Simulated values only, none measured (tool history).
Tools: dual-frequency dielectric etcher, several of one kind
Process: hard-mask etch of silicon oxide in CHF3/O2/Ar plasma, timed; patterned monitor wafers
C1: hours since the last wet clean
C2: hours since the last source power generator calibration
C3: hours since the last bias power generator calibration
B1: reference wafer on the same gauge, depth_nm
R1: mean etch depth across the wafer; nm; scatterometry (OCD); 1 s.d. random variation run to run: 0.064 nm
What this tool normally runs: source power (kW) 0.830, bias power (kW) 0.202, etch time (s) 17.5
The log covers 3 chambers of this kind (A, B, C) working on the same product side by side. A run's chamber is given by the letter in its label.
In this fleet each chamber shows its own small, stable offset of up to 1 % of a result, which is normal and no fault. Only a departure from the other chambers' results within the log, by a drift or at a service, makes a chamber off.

{"run": "1A", "hour": 5.8, "source power (kW)": 0.83, "bias power (kW)": 0.202, "etch time (s)": 17.5, "C1": 354.4, "C2": 1216.1, "C3": 885.1, "B1": 46.271, "R1": 40.688}
{"run": "2B", "hour": 11.4, "source power (kW)": 0.83, "bias power (kW)": 0.202, "etch time (s)": 17.5, "C1": 363.9, "C2": 403.9, "C3": 863.1, "B1": 46.308, "R1": 40.558}
{"run": "3C", "hour": 17.9, "source power (kW)": 0.83, "bias power (kW)": 0.202, "etch time (s)": 17.5, "C1": 165.0, "C2": 1651.0, "C3": 933.1, "B1": 46.276, "R1": 40.377}
{"run": "4B", "hour": 22.8, "source power (kW)": 0.83, "bias power (kW)": 0.202, "etch time (s)": 17.5, "C1": 375.3, "C2": 415.3, "C3": 874.5, "B1": 46.288, "R1": 40.371}
{"run": "5C", "hour": 28.7, "source power (kW)": 0.83, "bias power (kW)": 0.202, "etch time (s)": 17.5, "C1": 175.8, "C2": 1661.8, "C3": 943.9, "B1": 46.283, "R1": 40.17}
{"run": "6A", "hour": 35.1, "source power (kW)": 0.83, "bias power (kW)": 0.202, "etch time (s)": 17.5, "C1": 383.7, "C2": 1245.4, "C3": 914.4, "B1": 46.27, "R1": 40.707}
{"run": "7A", "hour": 43.7, "source power (kW)": 0.83, "bias power (kW)": 0.202, "etch time (s)": 17.5, "C1": 392.3, "C2": 1254.0, "C3": 923.0, "B1": 46.262, "R1": 40.627}
{"run": "8C", "hour": 52.8, "source power (kW)": 0.83, "bias power (kW)": 0.202, "etch time (s)": 17.5, "C1": 199.9, "C2": 1685.9, "C3": 968.0, "B1": 46.271, "R1": 40.402}
{"run": "9B", "hour": 63.0, "source power (kW)": 0.83, "bias power (kW)": 0.202, "etch time (s)": 17.5, "C1": 415.5, "C2": 455.5, "C3": 914.7, "B1": 46.24, "R1": 40.468}
{"run": "10A", "hour": 73.8, "source power (kW)": 0.83, "bias power (kW)": 0.202, "etch time (s)": 17.5, "C1": 422.4, "C2": 1284.1, "C3": 953.1, "B1": 46.216, "R1": 40.62}
{"hour": 78.6, "done": "chamber A: wet clean of the chamber"}
{"run": "11C", "hour": 79.1, "source power (kW)": 0.83, "bias power (kW)": 0.202, "etch time (s)": 17.5, "C1": 226.2, "C2": 1712.2, "C3": 994.3, "B1": 46.221, "R1": 40.129}
{"run": "12B", "hour": 85.5, "source power (kW)": 0.83, "bias power (kW)": 0.202, "etch time (s)": 17.5, "C1": 438.0, "C2": 478.0, "C3": 937.2, "B1": 46.228, "R1": 40.588}
{"run": "13A", "hour": 92.4, "source power (kW)": 0.83, "bias power (kW)": 0.202, "etch time (s)": 17.5, "C1": 13.8, "C2": 1302.7, "C3": 971.7, "B1": 46.209, "R1": 40.654}
{"run": "14B", "hour": 100.4, "source power (kW)": 0.83, "bias power (kW)": 0.202, "etch time (s)": 17.5, "C1": 452.9, "C2": 492.9, "C3": 952.1, "B1": 46.226, "R1": 40.326}
{"run": "15C", "hour": 108.4, "source power (kW)": 0.83, "bias power (kW)": 0.202, "etch time (s)": 17.5, "C1": 255.5, "C2": 1741.5, "C3": 1023.6, "B1": 46.187, "R1": 40.117}
{"run": "16B", "hour": 119.7, "source power (kW)": 0.83, "bias power (kW)": 0.202, "etch time (s)": 17.5, "C1": 472.2, "C2": 512.2, "C3": 971.4, "B1": 46.178, "R1": 40.437}
{"hour": 123.6, "done": "chamber B: wet clean of the chamber"}
{"run": "17C", "hour": 124.9, "source power (kW)": 0.83, "bias power (kW)": 0.202, "etch time (s)": 17.5, "C1": 272.0, "C2": 1758.0, "C3": 1040.1, "B1": 46.202, "R1": 40.159}
{"run": "18A", "hour": 134.9, "source power (kW)": 0.83, "bias power (kW)": 0.202, "etch time (s)": 17.5, "C1": 56.3, "C2": 1345.2, "C3": 1014.2, "B1": 46.179, "R1": 40.536}
{"run": "19A", "hour": 140.2, "source power (kW)": 0.83, "bias power (kW)": 0.202, "etch time (s)": 17.5, "C1": 61.6, "C2": 1350.5, "C3": 1019.5, "B1": 46.167, "R1": 40.454}
{"run": "20B", "hour": 147.6, "source power (kW)": 0.83, "bias power (kW)": 0.173, "etch time (s)": 15.0, "C1": 24.1, "C2": 540.1, "C3": 999.3, "B1": 46.15, "R1": 32.935}
{"run": "21C", "hour": 153.3, "source power (kW)": 0.83, "bias power (kW)": 0.173, "etch time (s)": 15.0, "C1": 300.4, "C2": 1786.4, "C3": 1068.5, "B1": 46.187, "R1": 32.714}
{"run": "22A", "hour": 164.6, "source power (kW)": 0.83, "bias power (kW)": 0.173, "etch time (s)": 15.0, "C1": 86.0, "C2": 1374.9, "C3": 1043.9, "B1": 46.158, "R1": 33.068}
{"run": "23C", "hour": 175.1, "source power (kW)": 0.73, "bias power (kW)": 0.168, "etch time (s)": 17.5, "C1": 322.2, "C2": 1808.2, "C3": 1090.3, "B1": 46.147, "R1": 35.905}
{"run": "24B", "hour": 186.2, "source power (kW)": 0.73, "bias power (kW)": 0.168, "etch time (s)": 17.5, "C1": 62.7, "C2": 578.7, "C3": 1037.9, "B1": 46.156, "R1": 36.065}
{"run": "25B", "hour": 197.4, "source power (kW)": 0.73, "bias power (kW)": 0.168, "etch time (s)": 17.5, "C1": 73.9, "C2": 589.9, "C3": 1049.1, "B1": 46.121, "R1": 36.186}
{"run": "26C", "hour": 204.4, "source power (kW)": 0.83, "bias power (kW)": 0.202, "etch time (s)": 17.5, "C1": 351.5, "C2": 1837.5, "C3": 1119.6, "B1": 46.11, "R1": 40.158}
{"run": "27A", "hour": 211.5, "source power (kW)": 0.83, "bias power (kW)": 0.202, "etch time (s)": 17.5, "C1": 132.9, "C2": 1421.8, "C3": 1090.8, "B1": 46.123, "R1": 40.485}
{"run": "28C", "hour": 221.2, "source power (kW)": 0.83, "bias power (kW)": 0.202, "etch time (s)": 17.5, "C1": 368.3, "C2": 1854.3, "C3": 1136.4, "B1": 46.115, "R1": 40.14}
{"run": "29A", "hour": 229.9, "source power (kW)": 0.83, "bias power (kW)": 0.202, "etch time (s)": 17.5, "C1": 151.3, "C2": 1440.2, "C3": 1109.2, "B1": 46.098, "R1": 40.464}
{"run": "30B", "hour": 240.8, "source power (kW)": 0.83, "bias power (kW)": 0.202, "etch time (s)": 17.5, "C1": 117.3, "C2": 633.3, "C3": 1092.5, "B1": 46.068, "R1": 40.309}
{"run": "31B", "hour": 248.7, "source power (kW)": 0.83, "bias power (kW)": 0.202, "etch time (s)": 17.5, "C1": 125.2, "C2": 641.2, "C3": 1100.4, "B1": 46.097, "R1": 40.495}
{"run": "32C", "hour": 258.8, "source power (kW)": 0.83, "bias power (kW)": 0.202, "etch time (s)": 17.5, "C1": 405.9, "C2": 1891.9, "C3": 1174.0, "B1": 46.076, "R1": 40.019}
{"run": "33A", "hour": 265.3, "source power (kW)": 0.83, "bias power (kW)": 0.202, "etch time (s)": 17.5, "C1": 186.7, "C2": 1475.6, "C3": 1144.6, "B1": 46.075, "R1": 40.412}
{"run": "34B", "hour": 275.7, "source power (kW)": 0.83, "bias power (kW)": 0.202, "etch time (s)": 17.5, "C1": 152.2, "C2": 668.2, "C3": 1127.4, "B1": 46.059, "R1": 40.25}
{"run": "35C", "hour": 286.2, "source power (kW)": 0.83, "bias power (kW)": 0.202, "etch time (s)": 17.5, "C1": 433.3, "C2": 1919.3, "C3": 1201.4, "B1": 46.054, "R1": 40.021}
{"run": "36A", "hour": 294.0, "source power (kW)": 0.83, "bias power (kW)": 0.202, "etch time (s)": 17.5, "C1": 215.4, "C2": 1504.3, "C3": 1173.3, "B1": 46.064, "R1": 40.298}
{"run": "37A", "hour": 298.9, "source power (kW)": 0.83, "bias power (kW)": 0.202, "etch time (s)": 17.5, "C1": 220.3, "C2": 1509.2, "C3": 1178.2, "B1": 46.046, "R1": 40.357}
{"run": "38C", "hour": 310.2, "source power (kW)": 0.83, "bias power (kW)": 0.23, "etch time (s)": 21.0, "C1": 457.3, "C2": 1943.3, "C3": 1225.4, "B1": 46.034, "R1": 50.308}
{"run": "39B", "hour": 315.8, "source power (kW)": 0.83, "bias power (kW)": 0.23, "etch time (s)": 21.0, "C1": 192.3, "C2": 708.3, "C3": 1167.5, "B1": 46.011, "R1": 50.524}
{"run": "40A", "hour": 324.8, "source power (kW)": 0.83, "bias power (kW)": 0.23, "etch time (s)": 21.0, "C1": 246.2, "C2": 1535.1, "C3": 1204.1, "B1": 46.018, "R1": 50.627}
{"run": "41B", "hour": 334.9, "source power (kW)": 0.83, "bias power (kW)": 0.24, "etch time (s)": 17.5, "C1": 211.4, "C2": 727.4, "C3": 1186.6, "B1": 46.002, "R1": 42.722}

Next, all 3 chambers run the settings below, one line each with question marks for the results. What does each chamber give?
{"run": "42A", "hour": 342.9, "source power (kW)": 0.67, "bias power (kW)": 0.202, "etch time (s)": 17.5, "R1": "?"}
{"run": "42B", "hour": 342.9, "source power (kW)": 0.67, "bias power (kW)": 0.202, "etch time (s)": 17.5, "R1": "?"}
{"run": "42C", "hour": 342.9, "source power (kW)": 0.67, "bias power (kW)": 0.202, "etch time (s)": 17.5, "R1": "?"}

run=42A R1=37.330
run=42B R1=37.047
run=42C R1=36.913

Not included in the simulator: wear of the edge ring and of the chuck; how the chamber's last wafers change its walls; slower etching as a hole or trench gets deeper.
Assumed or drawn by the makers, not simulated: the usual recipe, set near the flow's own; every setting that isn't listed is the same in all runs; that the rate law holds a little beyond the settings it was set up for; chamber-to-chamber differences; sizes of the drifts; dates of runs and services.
